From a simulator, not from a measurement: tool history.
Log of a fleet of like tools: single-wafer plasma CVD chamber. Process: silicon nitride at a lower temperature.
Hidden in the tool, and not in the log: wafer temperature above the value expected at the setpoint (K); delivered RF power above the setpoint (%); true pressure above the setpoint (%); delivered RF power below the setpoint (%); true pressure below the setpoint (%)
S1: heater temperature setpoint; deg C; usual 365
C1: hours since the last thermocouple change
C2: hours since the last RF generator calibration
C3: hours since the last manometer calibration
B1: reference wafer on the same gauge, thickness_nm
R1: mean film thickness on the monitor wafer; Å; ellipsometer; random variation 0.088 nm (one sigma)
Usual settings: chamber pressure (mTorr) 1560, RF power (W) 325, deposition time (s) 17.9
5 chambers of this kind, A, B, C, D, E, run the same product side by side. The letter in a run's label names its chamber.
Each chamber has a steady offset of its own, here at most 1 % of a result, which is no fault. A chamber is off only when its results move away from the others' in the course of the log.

Run 1B, hour 11.7: usual settings; C1 587.1; C2 68.5; C3 1831.3; B1 22.396. Result: R1 218.76 Å.
Run 2E, hour 22.2: usual settings; C1 66.7; C2 1048.3; C3 1596.4; B1 22.396. Result: R1 218.97 Å.
Run 3D, hour 29.6: usual settings; C1 416.6; C2 156.3; C3 864.3; B1 22.394. Result: R1 221.56 Å.
Run 4A, hour 42.8: usual settings; C1 146.9; C2 509.7; C3 626.4; B1 22.403. Result: R1 217.44 Å.
Run 5C, hour 56.9: usual settings; C1 370.8; C2 323.7; C3 2164.3; B1 22.419. Result: R1 219.40 Å.
Run 6C, hour 72.5: usual settings; C1 386.4; C2 339.3; C3 2179.9; B1 22.399. Result: R1 217.60 Å.
Run 7A, hour 81.5: usual settings but deposition time (s) 16.0; C1 185.6; C2 548.4; C3 665.1; B1 22.376. Result: R1 194.62 Å.
Run 8E, hour 93.3: usual settings but deposition time (s) 16.0; C1 137.8; C2 1119.4; C3 1667.5; B1 22.419. Result: R1 197.01 Å.
Run 9D, hour 102.7: usual settings but deposition time (s) 16.0; C1 489.7; C2 229.4; C3 937.4; B1 22.413. Result: R1 197.00 Å.
Run 10B, hour 115.4: usual settings but deposition time (s) 16.0; C1 690.8; C2 172.2; C3 1935.0; B1 22.421. Result: R1 195.56 Å.
Run 11D, hour 122.8: usual settings but deposition time (s) 16.0; C1 509.8; C2 249.5; C3 957.5; B1 22.421. Result: R1 195.94 Å.
At hour 128.7: chamber E: RF generator calibrated.
Run 12B, hour 134.7: usual settings but RF power (W) 345; C1 710.1; C2 191.5; C3 1954.3; B1 22.420. Result: R1 227.05 Å.
Run 13A, hour 146.2: usual settings but RF power (W) 345; C1 250.3; C2 613.1; C3 729.8; B1 22.407. Result: R1 227.04 Å.
Run 14E, hour 162.5: usual settings but RF power (W) 345; C1 207.0; C2 33.9; C3 1736.7; B1 22.393. Result: R1 227.88 Å.
Run 15C, hour 177.9: usual settings but RF power (W) 345; C1 491.8; C2 444.7; C3 2285.3; B1 22.392. Result: R1 226.07 Å.
Run 16B, hour 189.7: usual settings but RF power (W) 345; C1 765.1; C2 246.5; C3 2009.3; B1 22.405. Result: R1 227.95 Å.
Run 17A, hour 197.5: usual settings but S1 360 deg C; C1 301.6; C2 664.4; C3 781.1; B1 22.386. Result: R1 218.19 Å.
Run 18E, hour 212.9: usual settings but S1 360 deg C; C1 257.4; C2 84.3; C3 1787.1; B1 22.379. Result: R1 220.62 Å.
Run 19D, hour 221.2: usual settings but S1 360 deg C; C1 608.2; C2 347.9; C3 1055.9; B1 22.370. Result: R1 220.14 Å.
Run 20C, hour 229.1: usual settings but S1 360 deg C; C1 543.0; C2 495.9; C3 2336.5; B1 22.395. Result: R1 217.97 Å.
Run 21E, hour 240.5: usual settings but S1 360 deg C; C1 285.0; C2 111.9; C3 1814.7; B1 22.408. Result: R1 220.79 Å.
Run 22B, hour 253.5: usual settings but RF power (W) 290; C1 828.9; C2 310.3; C3 2073.1; B1 22.414. Result: R1 203.54 Å.
At hour 263.6: chamber E: capacitance manometer re-zeroed and calibrated.
Run 23D, hour 266.8: usual settings but RF power (W) 290; C1 653.8; C2 393.5; C3 1101.5; B1 22.387. Result: R1 204.30 Å.
Run 24C, hour 274.1: usual settings but RF power (W) 290; C1 588.0; C2 540.9; C3 2381.5; B1 22.407. Result: R1 202.06 Å.
Run 25A, hour 282.3: usual settings but RF power (W) 290; C1 386.4; C2 749.2; C3 865.9; B1 22.416. Result: R1 201.03 Å.
Run 26D, hour 291.0: usual settings but RF power (W) 290; C1 678.0; C2 417.7; C3 1125.7; B1 22.416. Result: R1 202.85 Å.
Run 27B, hour 305.8: usual settings but S1 359 deg C, deposition time (s) 19.0; C1 881.2; C2 362.6; C3 2125.4; B1 22.387. Result: R1 231.71 Å.
Run 28E, hour 314.3: usual settings but S1 359 deg C, deposition time (s) 19.0; C1 358.8; C2 185.7; C3 50.8; B1 22.374. Result: R1 233.83 Å.
Run 29A, hour 326.7: usual settings but S1 359 deg C, deposition time (s) 19.0; C1 430.8; C2 793.6; C3 910.3; B1 22.393. Result: R1 229.36 Å.
Run 30C, hour 334.0: usual settings but S1 359 deg C, deposition time (s) 19.0; C1 647.9; C2 600.8; C3 2441.4; B1 22.424. Result: R1 232.41 Å.
Run 31E, hour 344.8: usual settings but S1 359 deg C, deposition time (s) 19.0; C1 389.3; C2 216.2; C3 81.3; B1 22.421. Result: R1 233.40 Å.
Run 32B, hour 356.9: usual settings; C1 932.3; C2 413.7; C3 2176.5; B1 22.390. Result: R1 216.98 Å.
Run 33C, hour 368.1: usual settings; C1 682.0; C2 634.9; C3 2475.5; B1 22.405. Result: R1 217.25 Å.
Run 34A, hour 377.0: usual settings; C1 481.1; C2 843.9; C3 960.6; B1 22.409. Result: R1 219.11 Å.
Run 35D, hour 392.1: usual settings; C1 779.1; C2 518.8; C3 1226.8; B1 22.393. Result: R1 220.19 Å.
Run 36D, hour 403.0: usual settings but S1 353 deg C, deposition time (s) 19.7; C1 790.0; C2 529.7; C3 1237.7; B1 22.403. Result: R1 241.42 Å.

What goes on in this fleet: one chamber off, a drifting gauge, or nothing beyond the chambers' own small offsets? Name the chamber and the cause, if any.

No chamber stands off beyond its own small offset, and the gauge holds steady.
